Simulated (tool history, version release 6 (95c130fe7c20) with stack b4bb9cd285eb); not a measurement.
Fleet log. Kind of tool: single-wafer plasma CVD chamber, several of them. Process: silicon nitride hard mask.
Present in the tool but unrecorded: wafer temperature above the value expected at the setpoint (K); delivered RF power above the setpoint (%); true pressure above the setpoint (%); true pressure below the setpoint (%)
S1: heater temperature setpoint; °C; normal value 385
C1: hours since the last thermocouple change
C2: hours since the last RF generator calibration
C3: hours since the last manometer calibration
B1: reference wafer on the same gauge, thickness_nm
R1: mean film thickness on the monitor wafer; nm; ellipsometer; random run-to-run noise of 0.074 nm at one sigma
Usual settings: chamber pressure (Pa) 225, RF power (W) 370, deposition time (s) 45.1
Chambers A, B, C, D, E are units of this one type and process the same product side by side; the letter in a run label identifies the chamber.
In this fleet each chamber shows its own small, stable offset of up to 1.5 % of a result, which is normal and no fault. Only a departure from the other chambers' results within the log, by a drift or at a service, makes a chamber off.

run 1C hour=8.7 | S1=385 chamber_pressure_(Pa)=225 RF_power_(W)=370 deposition_time_(s)=45.1 | C1=1917 C2=1846.4 C3=791.4 | B1=69.884 | R1=60.253
-- hour=12.8 chamber D: RF generator calibrated
run 2D hour=19 | S1=385 chamber_pressure_(Pa)=225 RF_power_(W)=370 deposition_time_(s)=45.1 | C1=757.7 C2=6.3 C3=1093 | B1=69.925 | R1=61.51
run 3A hour=24.7 | S1=385 chamber_pressure_(Pa)=225 RF_power_(W)=370 deposition_time_(s)=45.1 | C1=1327.3 C2=368.6 C3=876 | B1=69.945 | R1=60.64
run 4E hour=29.5 | S1=385 chamber_pressure_(Pa)=225 RF_power_(W)=370 deposition_time_(s)=45.1 | C1=909 C2=824.2 C3=309.4 | B1=69.935 | R1=60.242
run 5B hour=36.6 | S1=395 chamber_pressure_(Pa)=200 RF_power_(W)=370 deposition_time_(s)=45.1 | C1=445.5 C2=1804.7 C3=294.6 | B1=69.943 | R1=58.49
run 6A hour=43 | S1=395 chamber_pressure_(Pa)=200 RF_power_(W)=370 deposition_time_(s)=45.1 | C1=1345.6 C2=386.9 C3=894.3 | B1=69.942 | R1=58.432
run 7B hour=48.8 | S1=395 chamber_pressure_(Pa)=200 RF_power_(W)=370 deposition_time_(s)=45.1 | C1=457.7 C2=1816.9 C3=306.8 | B1=69.963 | R1=58.47
run 8D hour=55.3 | S1=395 chamber_pressure_(Pa)=200 RF_power_(W)=370 deposition_time_(s)=45.1 | C1=794 C2=42.6 C3=1129.3 | B1=69.971 | R1=59.293
run 9C hour=62.9 | S1=395 chamber_pressure_(Pa)=200 RF_power_(W)=370 deposition_time_(s)=45.1 | C1=1971.2 C2=1900.6 C3=845.6 | B1=69.972 | R1=58.276
run 10E hour=68.3 | S1=385 chamber_pressure_(Pa)=225 RF_power_(W)=370 deposition_time_(s)=45.1 | C1=947.8 C2=863 C3=348.2 | B1=69.989 | R1=60.241
run 11D hour=74.9 | S1=385 chamber_pressure_(Pa)=225 RF_power_(W)=370 deposition_time_(s)=45.1 | C1=813.6 C2=62.2 C3=1148.9 | B1=70 | R1=61.406
run 12C hour=79.6 | S1=385 chamber_pressure_(Pa)=225 RF_power_(W)=370 deposition_time_(s)=45.1 | C1=1987.9 C2=1917.3 C3=862.3 | B1=70.009 | R1=60.482
run 13E hour=86.1 | S1=385 chamber_pressure_(Pa)=225 RF_power_(W)=370 deposition_time_(s)=45.1 | C1=965.6 C2=880.8 C3=366 | B1=70.021 | R1=60.219
-- hour=95.4 chamber C: thermocouple changed; heater temperature recalibrated
run 14A hour=96.7 | S1=371 chamber_pressure_(Pa)=225 RF_power_(W)=370 deposition_time_(s)=52 | C1=1399.3 C2=440.6 C3=948 | B1=70.033 | R1=70.314
run 15B hour=102.7 | S1=371 chamber_pressure_(Pa)=225 RF_power_(W)=370 deposition_time_(s)=52 | C1=511.6 C2=1870.8 C3=360.7 | B1=70.05 | R1=70.501
run 16E hour=111 | S1=371 chamber_pressure_(Pa)=225 RF_power_(W)=370 deposition_time_(s)=52 | C1=990.5 C2=905.7 C3=390.9 | B1=70.05 | R1=69.867
run 17A hour=119.1 | S1=371 chamber_pressure_(Pa)=225 RF_power_(W)=370 deposition_time_(s)=52 | C1=1421.7 C2=463 C3=970.4 | B1=70.057 | R1=70.441
run 18D hour=126.5 | S1=371 chamber_pressure_(Pa)=225 RF_power_(W)=370 deposition_time_(s)=52 | C1=865.2 C2=113.8 C3=1200.5 | B1=70.106 | R1=71.351
run 19C hour=132.9 | S1=385 chamber_pressure_(Pa)=225 RF_power_(W)=370 deposition_time_(s)=45.1 | C1=37.6 C2=1970.6 C3=915.6 | B1=70.068 | R1=60.628
run 20B hour=139 | S1=385 chamber_pressure_(Pa)=225 RF_power_(W)=370 deposition_time_(s)=45.1 | C1=547.9 C2=1907.1 C3=397 | B1=70.101 | R1=60.991
run 21E hour=145 | S1=385 chamber_pressure_(Pa)=225 RF_power_(W)=370 deposition_time_(s)=45.1 | C1=1024.5 C2=939.7 C3=424.9 | B1=70.107 | R1=60.441
run 22D hour=153.8 | S1=385 chamber_pressure_(Pa)=225 RF_power_(W)=370 deposition_time_(s)=45.1 | C1=892.5 C2=141.1 C3=1227.8 | B1=70.082 | R1=61.603
-- hour=157.4 chamber C: capacitance manometer re-zeroed and calibrated
run 23C hour=159.3 | S1=385 chamber_pressure_(Pa)=225 RF_power_(W)=370 deposition_time_(s)=45.1 | C1=64 C2=1997 C3=1.9 | B1=70.129 | R1=60.467
run 24B hour=165 | S1=378 chamber_pressure_(Pa)=225 RF_power_(W)=435 deposition_time_(s)=45.1 | C1=573.9 C2=1933.1 C3=423 | B1=70.099 | R1=67.237
run 25A hour=169.7 | S1=378 chamber_pressure_(Pa)=225 RF_power_(W)=435 deposition_time_(s)=45.1 | C1=1472.3 C2=513.6 C3=1021 | B1=70.13 | R1=67.272
run 26A hour=179.1 | S1=378 chamber_pressure_(Pa)=225 RF_power_(W)=435 deposition_time_(s)=45.1 | C1=1481.7 C2=523 C3=1030.4 | B1=70.13 | R1=67.17
run 27E hour=189.2 | S1=378 chamber_pressure_(Pa)=225 RF_power_(W)=435 deposition_time_(s)=45.1 | C1=1068.7 C2=983.9 C3=469.1 | B1=70.139 | R1=66.674
run 28C hour=199.1 | S1=378 chamber_pressure_(Pa)=225 RF_power_(W)=435 deposition_time_(s)=45.1 | C1=103.8 C2=2036.8 C3=41.7 | B1=70.168 | R1=67.142
run 29D hour=207 | S1=385 chamber_pressure_(Pa)=225 RF_power_(W)=370 deposition_time_(s)=45.1 | C1=945.7 C2=194.3 C3=1281 | B1=70.184 | R1=61.622
run 30B hour=215.2 | S1=385 chamber_pressure_(Pa)=225 RF_power_(W)=370 deposition_time_(s)=45.1 | C1=624.1 C2=1983.3 C3=473.2 | B1=70.178 | R1=61.016
run 31B hour=226 | S1=385 chamber_pressure_(Pa)=225 RF_power_(W)=370 deposition_time_(s)=45.1 | C1=634.9 C2=1994.1 C3=484 | B1=70.226 | R1=60.896
run 32C hour=233.5 | S1=385 chamber_pressure_(Pa)=225 RF_power_(W)=370 deposition_time_(s)=45.1 | C1=138.2 C2=2071.2 C3=76.1 | B1=70.194 | R1=60.487
-- hour=237.4 chamber A: capacitance manometer re-zeroed and calibrated
-- hour=240.2 chamber A: thermocouple changed; heater temperature recalibrated
run 33A hour=242.8 | S1=385 chamber_pressure_(Pa)=225 RF_power_(W)=370 deposition_time_(s)=45.1 | C1=2.7 C2=586.7 C3=5.4 | B1=70.213 | R1=60.831
run 34D hour=252.3 | S1=385 chamber_pressure_(Pa)=225 RF_power_(W)=370 deposition_time_(s)=45.1 | C1=991 C2=239.6 C3=1326.3 | B1=70.244 | R1=61.808

Next, all 5 chambers run the settings below, one line each with question marks for the results. What does each chamber give?
run 35A hour=260 | S1=385 chamber_pressure_(Pa)=225 RF_power_(W)=370 deposition_time_(s)=45.1 | R1=?
run 35B hour=260 | S1=385 chamber_pressure_(Pa)=225 RF_power_(W)=370 deposition_time_(s)=45.1 | R1=?
run 35C hour=260 | S1=385 chamber_pressure_(Pa)=225 RF_power_(W)=370 deposition_time_(s)=45.1 | R1=?
run 35D hour=260 | S1=385 chamber_pressure_(Pa)=225 RF_power_(W)=370 deposition_time_(s)=45.1 | R1=?
run 35E hour=260 | S1=385 chamber_pressure_(Pa)=225 RF_power_(W)=370 deposition_time_(s)=45.1 | R1=?

run=35A R1=60.736
run=35B R1=61.085
run=35C R1=60.483
run=35D R1=61.783
run=35E R1=60.664
